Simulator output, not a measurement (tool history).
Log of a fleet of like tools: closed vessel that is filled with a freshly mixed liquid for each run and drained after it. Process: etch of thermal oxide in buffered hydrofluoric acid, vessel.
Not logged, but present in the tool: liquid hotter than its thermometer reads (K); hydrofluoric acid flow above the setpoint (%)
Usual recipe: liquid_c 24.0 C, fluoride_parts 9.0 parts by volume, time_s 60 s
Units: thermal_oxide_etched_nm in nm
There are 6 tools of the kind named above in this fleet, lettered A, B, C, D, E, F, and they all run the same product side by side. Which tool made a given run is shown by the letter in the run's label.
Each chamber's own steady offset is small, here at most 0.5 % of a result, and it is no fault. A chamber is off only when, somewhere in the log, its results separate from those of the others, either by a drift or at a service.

run   hour  liquid_c  fluoride_parts  time_s  hours since the thermometer was replaced  hours since the hydrofluoric acid flow meter was replaced  read-back film thickness of the thermal oxide reference wafer, read on the same gauge (nm)  thermal_oxide_etched_nm
 1F    3.4      24.0             9.0      60                                     695.9                                                     1333.7                                                                                      49.998                   75.354
 2C    6.3      24.0             9.0      60                                    1495.2                                                      439.0                                                                                      50.022                   74.316
 3D    9.2      24.0             9.0      60                                    1542.9                                                      116.3                                                                                      50.011                   74.057
 4E   14.1      24.0             9.0      60                                     311.9                                                     1415.5                                                                                      49.999                   75.275
 5A   19.2      27.5             9.0      85                                     169.8                                                       54.8                                                                                      49.957                  129.170
 6B   25.2      27.5             9.0      85                                     168.7                                                      295.1                                                                                      50.015                  127.610
 7A   28.3      27.5             9.0      85                                     178.9                                                       63.9                                                                                      49.992                  127.700
 8F   34.7      27.5             9.0      85                                     727.2                                                     1365.0                                                                                      49.963                  127.490
 9D   40.1      27.5             9.0      85                                    1573.8                                                      147.2                                                                                      50.035                  127.500
10C   46.5      27.5             9.0      85                                    1535.4                                                      479.2                                                                                      50.025                  128.740
11E   51.0      24.0             9.0      60                                     348.8                                                     1452.4                                                                                      50.058                   76.220
12B   56.2      24.0             9.0      60                                     199.7                                                      326.1                                                                                      49.976                   74.661
13F   60.6      24.0             9.0      60                                     753.1                                                     1390.9                                                                                      49.959                   73.979
14A   65.5      25.5             9.0      60                                     216.1                                                      101.1                                                                                      50.012                   80.808
15C   70.2      25.5             9.0      60                                    1559.1                                                      502.9                                                                                      50.053                   81.125
16B   73.1      25.5             9.0      60                                     216.6                                                      343.0                                                                                      49.985                   81.168
17E   77.5      25.5             9.0      60                                     375.3                                                     1478.9                                                                                      50.017                   82.042
18D   82.9      25.5             9.0      60                                    1616.6                                                      190.0                                                                                      49.986                   80.292
19B   88.2      25.5             9.0      60                                     231.7                                                      358.1                                                                                      50.024                   81.931
20F   92.7      24.0             9.0      60                                     785.2                                                     1423.0                                                                                      49.990                   74.421
21D   96.7      24.0            11.5      35                                    1630.4                                                      203.8                                                                                      50.017                   35.494
22C  102.9      24.0            11.5      35                                    1591.8                                                      535.6                                                                                      50.027                   35.061
23A  109.1      24.0            11.5      35                                     259.7                                                      144.7                                                                                      50.006                   35.172
24E  114.8      24.0            11.5      35                                     412.6                                                     1516.2                                                                                      49.981                   35.339
25A  117.7      24.0            11.5      35                                     268.3                                                      153.3                                                                                      49.999                   35.381
26B  121.8      24.0            11.5      35                                     265.3                                                      391.7                                                                                      50.015                   36.754
27E  124.9      24.0             9.0      60                                     422.7                                                     1526.3                                                                                      49.991                   75.217
28F  130.9      24.0             9.0      60                                     823.4                                                     1461.2                                                                                      50.011                   74.868
29D  136.2      24.0             9.0      60                                    1669.9                                                      243.3                                                                                      50.025                   74.274
30C  139.5      24.0             9.0      60                                    1628.4                                                      572.2                                                                                      49.995                   74.668
31E  143.5      25.5            11.0      60                                     441.3                                                     1544.9                                                                                      50.025                   69.201
32A  146.3      25.5            11.0      60                                     296.9                                                      181.9                                                                                      49.995                   69.708
33C  149.8      25.5            11.0      60                                    1638.7                                                      582.5                                                                                      50.024                   69.509
34B  155.9      25.5            11.0      60                                     299.4                                                      425.8                                                                                      50.014                   72.923
35F  159.7      25.5            11.0      60                                     852.2                                                     1490.0                                                                                      49.992                   68.677
36D  162.6      25.5            11.0      60                                    1696.3                                                      269.7                                                                                      50.024                   68.277
37C  165.4      24.0             9.0      60                                    1654.3                                                      598.1                                                                                      49.998                   74.348

For the next run the whole fleet of 6 chambers uses the same settings. Give each chamber's results:
38A  170.0      24.0             9.0      30                                                                                                                                                                                                                         ?
38B  170.0      24.0             9.0      30                                                                                                                                                                                                                         ?
38C  170.0      24.0             9.0      30                                                                                                                                                                                                                         ?
38D  170.0      24.0             9.0      30                                                                                                                                                                                                                         ?
38E  170.0      24.0             9.0      30                                                                                                                                                                                                                         ?
38F  170.0      24.0             9.0      30                                                                                                                                                                                                                         ?

run  thermal_oxide_etched_nm
38A                   37.089
38B                   40.183
38C                   37.142
38D                   37.017
38E                   37.198
38F                   37.705
